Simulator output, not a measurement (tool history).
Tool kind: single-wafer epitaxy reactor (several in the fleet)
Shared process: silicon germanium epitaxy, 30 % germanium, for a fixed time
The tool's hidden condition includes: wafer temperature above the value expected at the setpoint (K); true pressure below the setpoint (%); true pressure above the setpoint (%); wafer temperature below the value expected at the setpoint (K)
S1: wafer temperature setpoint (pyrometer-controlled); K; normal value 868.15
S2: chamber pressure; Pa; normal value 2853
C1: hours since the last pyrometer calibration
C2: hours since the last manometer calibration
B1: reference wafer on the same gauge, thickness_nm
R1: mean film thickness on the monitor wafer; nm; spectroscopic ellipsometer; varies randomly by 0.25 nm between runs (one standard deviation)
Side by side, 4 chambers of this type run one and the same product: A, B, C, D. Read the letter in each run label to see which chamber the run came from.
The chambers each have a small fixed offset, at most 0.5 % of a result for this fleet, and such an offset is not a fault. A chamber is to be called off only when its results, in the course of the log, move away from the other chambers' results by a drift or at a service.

| run | hour | S1 | S2 | C1 | C2 | B1 | R1 |
|---|---|---|---|---|---|---|---|
| 1A | 7.8 | 868.15 | 2853 | 2285.5 | 59.4 | 55.805 | 55.171 |
| 2C | 13.7 | 868.15 | 2853 | 1754.3 | 2486.9 | 55.776 | 55.439 |
| 3B | 19.4 | 868.15 | 2853 | 141.5 | 522.7 | 55.789 | 55.142 |
| 4D | 25.9 | 868.15 | 2853 | 1638.3 | 1734.9 | 55.826 | 55.425 |
| 5D | 31.5 | 868.15 | 2853 | 1643.9 | 1740.5 | 55.799 | 55.250 |
| 6C | 35.4 | 868.15 | 2853 | 1776.0 | 2508.6 | 55.818 | 55.289 |
| 7B | 43.3 | 868.15 | 2853 | 165.4 | 546.6 | 55.778 | 55.373 |
| 8A | 49.3 | 868.15 | 2853 | 2327.0 | 100.9 | 55.787 | 55.528 |
| 9D | 57.2 | 868.15 | 2853 | 1669.6 | 1766.2 | 55.812 | 54.936 |
| 10A | 61.7 | 868.15 | 2853 | 2339.4 | 113.3 | 55.808 | 55.310 |
| 11C | 68.8 | 868.15 | 2853 | 1809.4 | 2542.0 | 55.836 | 55.208 |
| 12B | 73.7 | 868.15 | 2853 | 195.8 | 577.0 | 55.788 | 55.766 |
| 13C | 77.4 | 860.15 | 2853 | 1818.0 | 2550.6 | 55.827 | 47.587 |
| 14A | 81.9 | 860.15 | 2853 | 2359.6 | 133.5 | 55.828 | 47.595 |
| 15D | 87.4 | 860.15 | 2853 | 1699.8 | 1796.4 | 55.812 | 47.642 |
| 16B | 93.5 | 860.15 | 2853 | 215.6 | 596.8 | 55.772 | 47.689 |
| 17C | 101.3 | 868.15 | 3493 | 1841.9 | 2574.5 | 55.751 | 59.483 |
| 18A | 109.1 | 868.15 | 3493 | 2386.8 | 160.7 | 55.718 | 59.819 |
| 19D | 113.3 | 868.15 | 3493 | 1725.7 | 1822.3 | 55.762 | 59.300 |
| 20B | 118.4 | 868.15 | 3493 | 240.5 | 621.7 | 55.745 | 60.074 |
| 21C | 124.9 | 868.15 | 2853 | 1865.5 | 2598.1 | 55.799 | 55.070 |
| 22A | 130.8 | 868.15 | 2853 | 2408.5 | 182.4 | 55.813 | 54.922 |
|  | 131.1 | chamber A: pyrometer calibrated |
| 23D | 137.8 | 868.15 | 2853 | 1750.2 | 1846.8 | 55.761 | 54.206 |
| 24B | 142.2 | 868.15 | 2853 | 264.3 | 645.5 | 55.813 | 55.017 |
| 25C | 146.9 | 868.15 | 2853 | 1887.5 | 2620.1 | 55.785 | 54.828 |
| 26A | 151.4 | 868.15 | 2853 | 20.4 | 203.0 | 55.822 | 55.099 |
| 27B | 155.6 | 868.15 | 2853 | 277.7 | 658.9 | 55.780 | 55.482 |
| 28D | 160.3 | 868.15 | 2853 | 1772.7 | 1869.3 | 55.807 | 53.431 |
| 29D | 168.2 | 868.15 | 2853 | 1780.6 | 1877.2 | 55.807 | 53.485 |
| 30B | 174.5 | 868.15 | 2853 | 296.6 | 677.8 | 55.757 | 55.220 |
| 31A | 181.3 | 868.15 | 2853 | 50.3 | 232.9 | 55.757 | 55.478 |
| 32C | 188.1 | 878.15 | 2306 | 1928.7 | 2661.3 | 55.789 | 60.536 |
| 33B | 194.4 | 878.15 | 2306 | 316.5 | 697.7 | 55.833 | 60.926 |
| 34A | 202.1 | 878.15 | 2306 | 71.1 | 253.7 | 55.838 | 61.262 |
| 35C | 207.3 | 878.15 | 2306 | 1947.9 | 2680.5 | 55.801 | 60.707 |
| 36D | 212.9 | 857.15 | 2853 | 1825.3 | 1921.9 | 55.766 | 42.705 |
| 37C | 217.1 | 857.15 | 2853 | 1957.7 | 2690.3 | 55.802 | 45.319 |
| 38D | 221.0 | 857.15 | 2853 | 1833.4 | 1930.0 | 55.839 | 43.006 |
| 39B | 228.6 | 857.15 | 2853 | 350.7 | 731.9 | 55.733 | 45.164 |

Next, every chamber runs the same settings. What will each give?
| 40A | 234.4 | 868.15 | 2853 |  |  |  | ? |
| 40B | 234.4 | 868.15 | 2853 |  |  |  | ? |
| 40C | 234.4 | 868.15 | 2853 |  |  |  | ? |
| 40D | 234.4 | 868.15 | 2853 |  |  |  | ? |

| run | R1 |
|---|---|
| 40A | 54.847 |
| 40B | 54.977 |
| 40C | 54.992 |
| 40D | 51.810 |
